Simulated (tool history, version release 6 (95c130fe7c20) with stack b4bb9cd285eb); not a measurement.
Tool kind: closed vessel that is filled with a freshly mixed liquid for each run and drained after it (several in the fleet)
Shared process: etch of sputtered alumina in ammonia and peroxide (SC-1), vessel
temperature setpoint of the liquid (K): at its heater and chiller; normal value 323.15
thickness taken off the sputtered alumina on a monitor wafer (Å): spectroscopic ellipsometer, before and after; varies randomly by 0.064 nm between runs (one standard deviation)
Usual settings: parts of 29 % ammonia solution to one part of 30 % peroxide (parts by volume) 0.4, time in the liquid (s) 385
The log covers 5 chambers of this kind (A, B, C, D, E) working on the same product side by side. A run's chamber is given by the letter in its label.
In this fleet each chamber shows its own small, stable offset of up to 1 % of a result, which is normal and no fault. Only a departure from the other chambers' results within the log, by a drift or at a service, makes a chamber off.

run	hour	temperature setpoint of the liquid (K)	parts of 29 % ammonia solution to one part of 30 % peroxide (parts by volume)	time in the liquid (s)	read-back film thickness of the sputtered alumina reference wafer, read on the same gauge (nm)	thickness taken off the sputtered alumina on a monitor wafer (Å)
1A	4.8	323.15	0.4	385	149.99	199.9
2B	9.3	323.15	0.4	385	150.01	199.81
3D	12.5	323.15	0.4	385	150.01	197.08
4E	18.1	323.15	0.4	385	150	200.62
5C	24.5	323.15	0.4	385	150	199.33
6C	29.8	323.15	0.4	385	150	199.73
7A	33.7	323.15	0.4	385	150.02	201.05
# hour 36.4: chamber A: new drum of ammonia solution connected
8B	36.9	323.15	0.4	385	150.03	199.88
9D	43.7	323.15	0.4	385	150.01	199.1
10E	49.5	323.15	0.4	385	149.97	200.55
11C	54.4	323.15	0.4	385	149.99	199.76
12B	60.5	323.15	0.4	385	150.01	200.18
13E	65.9	323.15	0.4	385	150	201.25
14D	71.9	316.15	0.4	510	150.01	175.85
15A	78.1	316.15	0.4	510	150.01	179.57
16C	81.8	316.15	0.4	510	150.03	177.53
17E	88.4	316.15	0.4	510	149.98	180.84
18A	91.9	316.15	0.4	510	149.99	178.55
19B	95.5	323.15	0.4	385	149.99	199.34
20D	100.1	323.15	0.4	385	150.02	199.08
# hour 101: chamber A: ammonia flow meter replaced
21D	104.9	326.15	0.4	520	149.98	316.27
22B	108.2	326.15	0.4	520	149.99	317.06
23A	114.2	326.15	0.4	520	150	317.77
24E	117.8	326.15	0.4	520	150.02	320.01
25C	122.6	326.15	0.4	520	150	318.96
26E	126.8	323.15	0.4	385	150	201.61
27A	131	323.15	0.4	385	149.99	201.33
28D	134.7	323.15	0.4	385	149.98	197.75
# hour 138.7: chamber E: new drum of ammonia solution connected
29C	140.3	323.15	0.4	385	150	200.59
30B	146.6	323.15	0.4	385	150.03	197.89
31C	151.5	323.15	0.4	385	149.97	200.31
32E	155.5	323.15	0.4	385	150	199.81
33A	160.9	323.15	0.4	385	149.98	200.55

One chamber off, gauge drift, or nothing amiss beyond the chambers' own small offsets? If it is a chamber, which one, and what is the likeliest cause?

No chamber is off and the gauge is stable; the differences are just each chamber's small, constant offset.

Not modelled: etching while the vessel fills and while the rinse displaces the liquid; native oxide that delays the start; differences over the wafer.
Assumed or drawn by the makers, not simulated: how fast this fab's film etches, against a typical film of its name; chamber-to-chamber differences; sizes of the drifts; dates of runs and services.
